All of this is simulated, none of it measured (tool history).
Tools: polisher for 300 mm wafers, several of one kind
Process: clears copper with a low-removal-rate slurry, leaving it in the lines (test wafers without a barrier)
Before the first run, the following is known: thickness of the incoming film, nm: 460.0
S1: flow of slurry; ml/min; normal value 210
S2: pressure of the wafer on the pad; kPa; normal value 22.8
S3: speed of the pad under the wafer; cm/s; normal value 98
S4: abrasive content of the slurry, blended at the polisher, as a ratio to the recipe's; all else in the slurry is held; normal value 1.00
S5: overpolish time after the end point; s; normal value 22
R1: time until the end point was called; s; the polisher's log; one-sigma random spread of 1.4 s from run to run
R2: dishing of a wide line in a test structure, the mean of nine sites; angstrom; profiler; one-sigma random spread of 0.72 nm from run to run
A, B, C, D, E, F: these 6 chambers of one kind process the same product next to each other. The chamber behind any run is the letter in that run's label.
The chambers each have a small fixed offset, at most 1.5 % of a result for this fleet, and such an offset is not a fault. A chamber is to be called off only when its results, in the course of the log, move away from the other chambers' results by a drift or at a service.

{"run": "1F", "hour": 8.6, "S1": 210, "S2": 22.8, "S3": 98, "S4": 1.0, "S5": 22, "R1": 148.91, "R2": 437.64}
{"run": "2B", "hour": 14.0, "S1": 210, "S2": 22.8, "S3": 98, "S4": 1.0, "S5": 22, "R1": 147.48, "R2": 457.46}
{"run": "3E", "hour": 20.2, "S1": 210, "S2": 22.8, "S3": 98, "S4": 1.0, "S5": 22, "R1": 150.26, "R2": 472.76}
{"run": "4C", "hour": 25.9, "S1": 210, "S2": 22.8, "S3": 98, "S4": 1.0, "S5": 22, "R1": 150.43, "R2": 468.97}
{"hour": 29.8, "done": "chamber B: worn pad replaced by a new one"}
{"run": "5D", "hour": 30.4, "S1": 210, "S2": 22.8, "S3": 98, "S4": 1.25, "S5": 22, "R1": 143.1, "R2": 478.97}
{"run": "6A", "hour": 38.2, "S1": 210, "S2": 22.8, "S3": 98, "S4": 1.25, "S5": 22, "R1": 142.7, "R2": 465.98}
{"run": "7F", "hour": 43.3, "S1": 210, "S2": 22.8, "S3": 98, "S4": 1.25, "S5": 22, "R1": 142.56, "R2": 461.62}
{"hour": 49.7, "done": "chamber F: slurry blender recalibrated"}
{"run": "8D", "hour": 51.6, "S1": 210, "S2": 22.8, "S3": 98, "S4": 1.25, "S5": 22, "R1": 143.32, "R2": 459.6}
{"run": "9A", "hour": 57.5, "S1": 210, "S2": 22.8, "S3": 98, "S4": 1.25, "S5": 22, "R1": 147.66, "R2": 464.36}
{"hour": 57.7, "done": "chamber C: worn pad replaced by a new one"}
{"hour": 59.7, "done": "chamber E: slurry blender recalibrated"}
{"run": "10B", "hour": 63.7, "S1": 210, "S2": 22.8, "S3": 98, "S4": 1.25, "S5": 22, "R1": 141.28, "R2": 477.93}
{"run": "11C", "hour": 68.2, "S1": 210, "S2": 22.8, "S3": 98, "S4": 1.0, "S5": 22, "R1": 150.96, "R2": 449.5}
{"hour": 68.4, "done": "chamber A: worn pad replaced by a new one"}
{"hour": 69.9, "done": "chamber F: worn pad replaced by a new one"}
{"hour": 72.6, "done": "chamber C: slurry blender recalibrated"}
{"run": "12E", "hour": 73.2, "S1": 210, "S2": 22.8, "S3": 98, "S4": 1.0, "S5": 22, "R1": 148.46, "R2": 453.14}
{"run": "13C", "hour": 81.9, "S1": 210, "S2": 22.8, "S3": 98, "S4": 1.0, "S5": 22, "R1": 149.91, "R2": 456.74}
{"run": "14A", "hour": 89.0, "S1": 210, "S2": 22.8, "S3": 98, "S4": 1.0, "S5": 22, "R1": 150.0, "R2": 445.23}
{"run": "15E", "hour": 94.9, "S1": 210, "S2": 22.8, "S3": 98, "S4": 1.0, "S5": 22, "R1": 148.85, "R2": 453.76}
{"run": "16D", "hour": 100.5, "S1": 210, "S2": 22.8, "S3": 98, "S4": 1.0, "S5": 22, "R1": 153.85, "R2": 444.66}
{"hour": 106.2, "done": "chamber E: worn pad replaced by a new one"}
{"run": "17F", "hour": 109.2, "S1": 210, "S2": 22.8, "S3": 98, "S4": 1.0, "S5": 22, "R1": 145.09, "R2": 454.81}
{"run": "18B", "hour": 115.7, "S1": 210, "S2": 22.8, "S3": 98, "S4": 1.0, "S5": 22, "R1": 147.62, "R2": 452.98}
{"run": "19E", "hour": 122.5, "S1": 210, "S2": 22.8, "S3": 98, "S4": 1.0, "S5": 22, "R1": 151.35, "R2": 446.31}
{"hour": 127.6, "done": "chamber A: slurry blender recalibrated"}
{"run": "20C", "hour": 129.0, "S1": 210, "S2": 22.8, "S3": 98, "S4": 1.0, "S5": 22, "R1": 154.28, "R2": 457.48}
{"run": "21D", "hour": 134.7, "S1": 210, "S2": 22.8, "S3": 98, "S4": 1.0, "S5": 22, "R1": 156.9, "R2": 438.01}
{"run": "22B", "hour": 140.1, "S1": 210, "S2": 22.8, "S3": 98, "S4": 1.0, "S5": 22, "R1": 148.42, "R2": 464.43}
{"hour": 142.1, "done": "chamber F: slurry nozzle cleaned"}
{"hour": 142.8, "done": "chamber C: head pressure recalibrated"}
{"run": "23F", "hour": 149.0, "S1": 210, "S2": 22.8, "S3": 98, "S4": 1.0, "S5": 22, "R1": 147.52, "R2": 448.76}
{"hour": 149.3, "done": "chamber A: worn pad replaced by a new one"}
{"hour": 151.0, "done": "chamber D: worn pad replaced by a new one"}
{"run": "24A", "hour": 158.6, "S1": 210, "S2": 22.8, "S3": 98, "S4": 1.0, "S5": 22, "R1": 149.95, "R2": 449.02}
{"hour": 163.6, "done": "chamber F: worn pad replaced by a new one"}
{"run": "25E", "hour": 163.8, "S1": 210, "S2": 22.8, "S3": 98, "S4": 1.0, "S5": 22, "R1": 149.0, "R2": 459.88}
{"hour": 168.0, "done": "chamber D: slurry blender recalibrated"}
{"run": "26F", "hour": 169.9, "S1": 210, "S2": 22.8, "S3": 98, "S4": 1.0, "S5": 22, "R1": 148.85, "R2": 446.3}
{"hour": 173.9, "done": "chamber A: slurry nozzle cleaned"}
{"run": "27B", "hour": 175.6, "S1": 210, "S2": 22.8, "S3": 98, "S4": 1.0, "S5": 22, "R1": 147.42, "R2": 456.6}
{"run": "28A", "hour": 181.1, "S1": 210, "S2": 22.8, "S3": 98, "S4": 1.0, "S5": 22, "R1": 149.42, "R2": 448.48}
{"run": "29D", "hour": 187.9, "S1": 210, "S2": 22.8, "S3": 98, "S4": 1.0, "S5": 11, "R1": 156.88, "R2": 236.42}
{"hour": 191.5, "done": "chamber F: slurry blender recalibrated"}
{"hour": 192.7, "done": "chamber C: worn pad replaced by a new one"}
{"run": "30C", "hour": 195.4, "S1": 210, "S2": 22.8, "S3": 98, "S4": 1.0, "S5": 11, "R1": 151.33, "R2": 250.12}
{"hour": 199.0, "done": "chamber B: slurry blender recalibrated"}
{"run": "31B", "hour": 202.0, "S1": 210, "S2": 22.8, "S3": 98, "S4": 1.0, "S5": 11, "R1": 151.84, "R2": 248.8}
{"run": "32A", "hour": 207.1, "S1": 210, "S2": 22.8, "S3": 98, "S4": 1.0, "S5": 11, "R1": 151.34, "R2": 244.2}
{"run": "33D", "hour": 216.9, "S1": 210, "S2": 22.8, "S3": 98, "S4": 1.0, "S5": 11, "R1": 157.14, "R2": 240.93}
{"hour": 217.3, "done": "chamber A: worn pad replaced by a new one"}
{"run": "34C", "hour": 225.3, "S1": 210, "S2": 22.8, "S3": 98, "S4": 1.0, "S5": 11, "R1": 153.02, "R2": 250.07}
{"run": "35F", "hour": 231.8, "S1": 210, "S2": 22.8, "S3": 98, "S4": 1.0, "S5": 22, "R1": 148.99, "R2": 453.41}
{"run": "36E", "hour": 240.4, "S1": 210, "S2": 22.8, "S3": 98, "S4": 1.0, "S5": 22, "R1": 151.57, "R2": 451.72}
{"run": "37D", "hour": 247.6, "S1": 210, "S2": 22.8, "S3": 98, "S4": 1.0, "S5": 22, "R1": 159.85, "R2": 440.69}
{"run": "38A", "hour": 256.6, "S1": 210, "S2": 22.8, "S3": 98, "S4": 1.0, "S5": 22, "R1": 151.51, "R2": 444.03}
{"hour": 264.7, "done": "chamber E: worn pad replaced by a new one"}
{"run": "39C", "hour": 265.1, "S1": 210, "S2": 22.8, "S3": 98, "S4": 1.0, "S5": 22, "R1": 152.77, "R2": 453.48}
{"run": "40E", "hour": 269.8, "S1": 210, "S2": 22.8, "S3": 98, "S4": 1.0, "S5": 22, "R1": 150.72, "R2": 458.68}

The same settings go to every chamber for the next run, one line per chamber below. Forecast the results for each:
{"run": "41A", "hour": 276.8, "S1": 210, "S2": 18.6, "S3": 98, "S4": 1.0, "S5": 22, "R1": "?", "R2": "?"}
{"run": "41B", "hour": 276.8, "S1": 210, "S2": 18.6, "S3": 98, "S4": 1.0, "S5": 22, "R1": "?", "R2": "?"}
{"run": "41C", "hour": 276.8, "S1": 210, "S2": 18.6, "S3": 98, "S4": 1.0, "S5": 22, "R1": "?", "R2": "?"}
{"run": "41D", "hour": 276.8, "S1": 210, "S2": 18.6, "S3": 98, "S4": 1.0, "S5": 22, "R1": "?", "R2": "?"}
{"run": "41E", "hour": 276.8, "S1": 210, "S2": 18.6, "S3": 98, "S4": 1.0, "S5": 22, "R1": "?", "R2": "?"}
{"run": "41F", "hour": 276.8, "S1": 210, "S2": 18.6, "S3": 98, "S4": 1.0, "S5": 22, "R1": "?", "R2": "?"}

run=41A R1=189.26 R2=366.92
run=41B R1=182.42 R2=377.31
run=41C R1=184.07 R2=374.20
run=41D R1=196.70 R2=360.80
run=41E R1=181.16 R2=386.20
run=41F R1=183.31 R2=377.57
